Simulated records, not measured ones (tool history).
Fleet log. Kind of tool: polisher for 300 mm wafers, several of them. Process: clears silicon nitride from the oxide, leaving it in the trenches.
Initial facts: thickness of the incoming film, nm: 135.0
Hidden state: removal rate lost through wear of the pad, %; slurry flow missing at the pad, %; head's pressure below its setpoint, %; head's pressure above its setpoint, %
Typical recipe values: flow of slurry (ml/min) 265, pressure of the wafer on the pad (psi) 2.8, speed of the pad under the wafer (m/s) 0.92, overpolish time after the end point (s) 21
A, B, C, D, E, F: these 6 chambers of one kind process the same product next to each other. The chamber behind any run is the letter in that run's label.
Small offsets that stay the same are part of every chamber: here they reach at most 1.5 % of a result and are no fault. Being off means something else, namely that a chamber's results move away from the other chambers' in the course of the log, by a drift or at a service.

| run | hour | flow of slurry (ml/min) | pressure of the wafer on the pad (psi) | speed of the pad under the wafer (m/s) | overpolish time after the end point (s) | wafers polished on this pad | hours since the slurry nozzle was cleaned | hours since the head pressure was calibrated | time until the end point was called (s) |
|---|---|---|---|---|---|---|---|---|---|
|  | 4.8 | chamber A: worn pad replaced by a new one |
| 1D | 9.5 | 265 | 2.8 | 0.92 | 21 | 470 | 322.0 | 957.7 | 142.41 |
| 2C | 20.1 | 265 | 2.8 | 0.92 | 21 | 647 | 72.0 | 231.8 | 145.99 |
| 3F | 28.6 | 265 | 2.8 | 0.92 | 21 | 478 | 269.1 | 217.3 | 145.67 |
| 4E | 36.3 | 265 | 2.8 | 0.92 | 21 | 652 | 323.1 | 840.5 | 148.26 |
|  | 42.7 | chamber C: worn pad replaced by a new one |
| 5A | 48.5 | 265 | 3.4 | 0.92 | 21 | 251 | 503.7 | 929.2 | 121.20 |
| 6B | 57.1 | 265 | 3.4 | 0.92 | 21 | 369 | 378.8 | 751.6 | 121.71 |
| 7A | 65.0 | 265 | 3.4 | 0.92 | 21 | 346 | 520.2 | 945.7 | 121.18 |
| 8F | 72.3 | 265 | 3.4 | 0.92 | 21 | 729 | 312.8 | 261.0 | 117.85 |
| 9E | 81.0 | 265 | 3.4 | 0.92 | 21 | 909 | 367.8 | 885.2 | 120.83 |
| 10C | 90.3 | 265 | 3.4 | 0.92 | 21 | 273 | 142.2 | 302.0 | 117.52 |
|  | 93.9 | chamber A: head pressure recalibrated |
| 11B | 101.2 | 295 | 2.8 | 0.92 | 21 | 622 | 422.9 | 795.7 | 143.62 |
|  | 110.5 | chamber D: head pressure recalibrated |
| 12D | 111.4 | 295 | 2.8 | 0.92 | 21 | 1055 | 423.9 | 1.0 | 146.18 |
|  | 118.1 | chamber A: worn pad replaced by a new one |
| 13D | 118.7 | 295 | 2.8 | 0.92 | 21 | 1097 | 431.2 | 8.3 | 146.10 |
|  | 121.1 | chamber E: worn pad replaced by a new one |
| 14F | 128.3 | 295 | 2.8 | 0.92 | 21 | 1051 | 368.8 | 317.0 | 143.79 |
|  | 138.7 | chamber C: head pressure recalibrated |
| 15B | 141.9 | 295 | 2.8 | 0.92 | 21 | 856 | 463.6 | 836.4 | 148.28 |
|  | 148.7 | chamber C: worn pad replaced by a new one |
|  | 151.7 | chamber F: head pressure recalibrated |
|  | 154.3 | chamber B: worn pad replaced by a new one |
| 16A | 154.4 | 295 | 2.8 | 0.92 | 21 | 208 | 609.6 | 60.5 | 143.62 |
| 17C | 166.3 | 265 | 2.8 | 0.92 | 21 | 101 | 218.2 | 27.7 | 143.03 |
| 18E | 173.5 | 265 | 2.8 | 0.92 | 21 | 301 | 460.3 | 977.7 | 149.15 |
|  | 175.9 | chamber C: slurry nozzle cleaned |
| 19C | 186.1 | 265 | 2.8 | 0.92 | 21 | 214 | 10.2 | 47.5 | 144.99 |
| 20F | 196.1 | 265 | 2.8 | 0.92 | 21 | 1440 | 436.6 | 44.4 | 145.73 |
| 21A | 203.3 | 265 | 2.8 | 0.92 | 21 | 489 | 658.5 | 109.4 | 147.25 |
| 22E | 213.1 | 265 | 2.8 | 0.92 | 21 | 528 | 499.9 | 1017.3 | 147.35 |
|  | 221.8 | chamber B: head pressure recalibrated |
|  | 222.3 | chamber E: head pressure recalibrated |
| 23B | 225.6 | 265 | 2.8 | 0.74 | 21 | 409 | 547.3 | 3.8 | 185.91 |
|  | 231.6 | chamber F: worn pad replaced by a new one |
|  | 235.3 | chamber A: worn pad replaced by a new one |
| 24D | 236.1 | 265 | 2.8 | 0.74 | 21 | 1772 | 548.6 | 125.7 | 185.13 |
| 25E | 242.3 | 265 | 2.8 | 0.74 | 21 | 696 | 529.1 | 20.1 | 179.75 |
| 26D | 248.7 | 265 | 2.8 | 0.74 | 21 | 1844 | 561.2 | 138.3 | 192.35 |
|  | 250.1 | chamber B: slurry nozzle cleaned |
|  | 259.4 | chamber C: worn pad replaced by a new one |
| 27A | 261.7 | 265 | 2.8 | 0.74 | 21 | 151 | 716.9 | 167.8 | 186.44 |
| 28B | 269.2 | 265 | 2.8 | 0.74 | 21 | 659 | 19.2 | 47.4 | 182.62 |
| 29C | 277.5 | 265 | 2.8 | 0.92 | 21 | 103 | 101.6 | 138.9 | 144.11 |
| 30F | 290.3 | 265 | 2.8 | 1.04 | 31 | 337 | 530.8 | 138.6 | 130.13 |
|  | 291.0 | chamber A: slurry nozzle cleaned |
| 31B | 299.0 | 265 | 2.8 | 1.04 | 31 | 831 | 49.0 | 77.2 | 130.34 |
|  | 308.2 | chamber F: slurry nozzle cleaned |
| 32F | 309.5 | 265 | 2.8 | 1.04 | 31 | 447 | 1.3 | 157.8 | 127.99 |
| 33A | 315.9 | 265 | 2.8 | 1.04 | 31 | 462 | 24.9 | 222.0 | 129.44 |
|  | 323.1 | chamber E: worn pad replaced by a new one |
| 34C | 329.7 | 265 | 2.8 | 1.04 | 31 | 403 | 153.8 | 191.1 | 129.09 |
| 35E | 336.7 | 265 | 2.8 | 1.04 | 31 | 78 | 623.5 | 114.5 | 127.91 |
| 36D | 348.0 | 265 | 2.8 | 0.92 | 21 | 2414 | 660.5 | 237.6 | 161.30 |
|  | 353.2 | chamber A: worn pad replaced by a new one |
| 37A | 360.6 | 265 | 2.8 | 0.92 | 21 | 42 | 69.6 | 266.7 | 144.50 |
| 38F | 373.5 | 265 | 2.8 | 0.92 | 21 | 815 | 65.3 | 221.8 | 146.05 |

Decide between three cases: one chamber stands off from its peers, the gauge reading all wafers drifts, or nothing is wrong past each chamber's small offset. Where a chamber is off, say which and what most likely put it there.

Chamber D drifts away from the others.
What lies behind it: removal rate lost through wear of the pad, % = 11.4.

Here are 4 candidates for chamber D's next run, each the usual settings with a change, their results left as question marks. Which one brings its results back in line with what the others give on the usual settings?
Allowed miss from the other chambers' usual-settings mean, per result, to count as in line: time until the end point was called (s) 5.70
| 39D-1 | 383.5 | 260 | 2.5 | 0.92 | 21 |  |  |  | ? |
| 39D-2 | 383.5 | 270 | 3.1 | 0.92 | 21 |  |  |  | ? |
| 39D-3 | 383.5 | 265 | 2.9 | 0.94 | 21 |  |  |  | ? |
| 39D-4 | 383.5 | 265 | 2.7 | 0.92 | 21 |  |  |  | ? |

Other chambers, usual settings, mean: time until the end point was called (s) 145.77
| run | time until the end point was called (s) |
|---|---|
| 39D-1 | 183.44 |
| 39D-2 | 147.86 |
| 39D-3 | 154.78 |
| 39D-4 | 169.74 |
The right change is 39D-2: it brings the chamber back within the allowed miss of the others.
